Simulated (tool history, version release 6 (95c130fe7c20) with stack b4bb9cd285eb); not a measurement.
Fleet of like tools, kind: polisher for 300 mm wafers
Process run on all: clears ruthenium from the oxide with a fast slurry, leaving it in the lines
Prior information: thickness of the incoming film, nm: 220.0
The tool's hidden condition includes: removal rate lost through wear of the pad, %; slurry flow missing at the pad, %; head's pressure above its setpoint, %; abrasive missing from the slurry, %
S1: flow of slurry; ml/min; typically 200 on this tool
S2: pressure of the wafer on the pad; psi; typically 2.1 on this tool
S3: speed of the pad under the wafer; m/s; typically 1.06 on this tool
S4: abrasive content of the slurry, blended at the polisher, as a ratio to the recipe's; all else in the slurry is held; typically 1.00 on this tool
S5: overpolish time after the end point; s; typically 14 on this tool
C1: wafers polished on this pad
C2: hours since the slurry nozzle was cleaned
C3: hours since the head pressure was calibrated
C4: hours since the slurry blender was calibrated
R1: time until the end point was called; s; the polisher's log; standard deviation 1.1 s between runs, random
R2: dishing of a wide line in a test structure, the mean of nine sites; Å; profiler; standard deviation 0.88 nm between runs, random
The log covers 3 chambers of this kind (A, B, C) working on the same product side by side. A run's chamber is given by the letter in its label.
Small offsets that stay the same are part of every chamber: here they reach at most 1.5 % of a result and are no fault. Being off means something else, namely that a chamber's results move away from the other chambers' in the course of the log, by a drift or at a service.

| run | day | S1 | S2 | S3 | S4 | S5 | C1 | C2 | C3 | C4 | R1 | R2 |
|---|---|---|---|---|---|---|---|---|---|---|---|---|
|  | 0.267 | chamber A: slurry blender recalibrated |
| 1A | 0.329 | 200 | 2.1 | 1.06 | 1.00 | 14 | 1193 | 665.5 | 257.6 | 1.6 | 66.464 | 375.18 |
|  | 0.662 | chamber C: worn pad replaced by a new one |
| 2B | 0.688 | 200 | 2.1 | 1.06 | 1.00 | 14 | 582 | 199.5 | 258.1 | 211.6 | 67.393 | 371.61 |
|  | 0.904 | chamber A: worn pad replaced by a new one |
|  | 0.925 | chamber C: slurry blender recalibrated |
| 3C | 1.242 | 200 | 2.1 | 1.06 | 1.00 | 14 | 137 | 241.6 | 625.8 | 7.7 | 68.099 | 381.89 |
|  | 1.562 | chamber B: worn pad replaced by a new one |
| 4C | 1.842 | 200 | 2.1 | 1.06 | 1.00 | 14 | 279 | 256.0 | 640.2 | 22.1 | 66.516 | 366.19 |
|  | 2.000 | chamber B: slurry nozzle cleaned |
| 5A | 2.442 | 200 | 2.1 | 1.06 | 1.00 | 14 | 365 | 716.2 | 308.3 | 52.3 | 65.013 | 376.11 |
| 6B | 2.775 | 200 | 2.1 | 1.06 | 1.00 | 14 | 287 | 18.7 | 308.2 | 261.7 | 66.659 | 362.69 |
| 7A | 3.167 | 200 | 2.1 | 1.06 | 1.00 | 14 | 537 | 733.6 | 325.7 | 69.7 | 65.838 | 366.73 |
| 8C | 3.750 | 200 | 2.1 | 1.06 | 1.00 | 14 | 732 | 301.8 | 686.0 | 67.9 | 68.007 | 377.79 |
|  | 4.267 | chamber B: slurry blender recalibrated |
| 9B | 4.333 | 200 | 2.1 | 1.06 | 1.00 | 14 | 657 | 56.1 | 345.6 | 1.6 | 66.092 | 369.72 |
|  | 4.867 | chamber C: slurry blender recalibrated |
| 10B | 4.921 | 200 | 2.1 | 1.06 | 1.00 | 14 | 797 | 70.2 | 359.7 | 15.7 | 66.913 | 366.52 |
|  | 5.079 | chamber C: worn pad replaced by a new one |
|  | 5.192 | chamber B: worn pad replaced by a new one |
| 11C | 5.383 | 200 | 2.1 | 1.06 | 1.00 | 14 | 72 | 341.0 | 725.2 | 12.5 | 66.422 | 358.12 |
|  | 5.683 | chamber A: slurry nozzle cleaned |
| 12A | 5.717 | 200 | 2.1 | 1.06 | 1.00 | 21 | 1142 | 0.8 | 386.9 | 130.9 | 64.990 | 534.11 |
| 13C | 6.329 | 200 | 2.1 | 1.06 | 1.00 | 21 | 296 | 363.7 | 747.9 | 35.2 | 67.074 | 516.78 |
|  | 6.662 | chamber A: worn pad replaced by a new one |
| 14B | 6.688 | 200 | 2.1 | 1.06 | 1.00 | 21 | 355 | 112.6 | 402.1 | 58.1 | 65.955 | 517.28 |
|  | 6.904 | chamber A: head pressure recalibrated |
| 15A | 6.975 | 200 | 2.1 | 1.06 | 1.00 | 14 | 74 | 31.0 | 1.8 | 161.1 | 66.119 | 369.05 |
| 16C | 7.538 | 145 | 2.1 | 1.28 | 1.00 | 14 | 583 | 392.7 | 776.9 | 64.2 | 58.457 | 415.55 |
| 17A | 8.021 | 145 | 2.1 | 1.28 | 1.00 | 14 | 322 | 56.1 | 26.9 | 186.2 | 57.634 | 413.84 |
|  | 8.229 | chamber B: worn pad replaced by a new one |
| 18B | 8.346 | 145 | 2.1 | 1.28 | 1.00 | 14 | 28 | 152.4 | 441.9 | 97.9 | 57.430 | 430.46 |
| 19C | 8.642 | 200 | 2.1 | 1.06 | 1.00 | 14 | 845 | 419.2 | 803.4 | 90.7 | 66.599 | 373.14 |
| 20B | 8.933 | 200 | 2.1 | 1.06 | 0.80 | 18 | 167 | 166.5 | 456.0 | 112.0 | 74.593 | 421.83 |
| 21A | 9.312 | 200 | 2.1 | 1.06 | 0.80 | 18 | 629 | 87.1 | 57.9 | 217.2 | 73.250 | 412.42 |
|  | 9.596 | chamber C: worn pad replaced by a new one |
| 22C | 9.862 | 200 | 2.1 | 1.06 | 0.80 | 18 | 63 | 448.5 | 832.7 | 120.0 | 74.796 | 423.77 |
|  | 9.933 | chamber C: slurry blender recalibrated |
|  | 10.221 | chamber A: slurry blender recalibrated |
| 23A | 10.233 | 200 | 2.1 | 1.06 | 1.00 | 14 | 847 | 109.2 | 80.0 | 0.4 | 65.949 | 362.14 |
| 24B | 10.525 | 200 | 2.1 | 1.06 | 1.00 | 14 | 545 | 204.7 | 494.2 | 150.2 | 66.956 | 360.48 |
| 25A | 10.904 | 200 | 2.1 | 1.06 | 1.00 | 14 | 1006 | 125.3 | 96.1 | 16.5 | 66.784 | 370.55 |
| 26B | 11.262 | 200 | 2.1 | 1.06 | 1.00 | 14 | 720 | 222.4 | 511.9 | 167.9 | 66.526 | 363.94 |
| 27C | 11.683 | 200 | 2.1 | 1.06 | 1.00 | 14 | 495 | 492.2 | 876.4 | 42.1 | 67.916 | 383.00 |

Next, every chamber runs the same settings. What will each give?
| 28A | 12.158 | 200 | 2.1 | 1.06 | 0.75 | 14 |  |  |  |  | ? | ? |
| 28B | 12.158 | 200 | 2.1 | 1.06 | 0.75 | 14 |  |  |  |  | ? | ? |
| 28C | 12.158 | 200 | 2.1 | 1.06 | 0.75 | 14 |  |  |  |  | ? | ? |

| run | R1 | R2 |
|---|---|---|
| 28A | 76.846 | 321.73 |
| 28B | 75.363 | 337.13 |
| 28C | 76.276 | 313.27 |
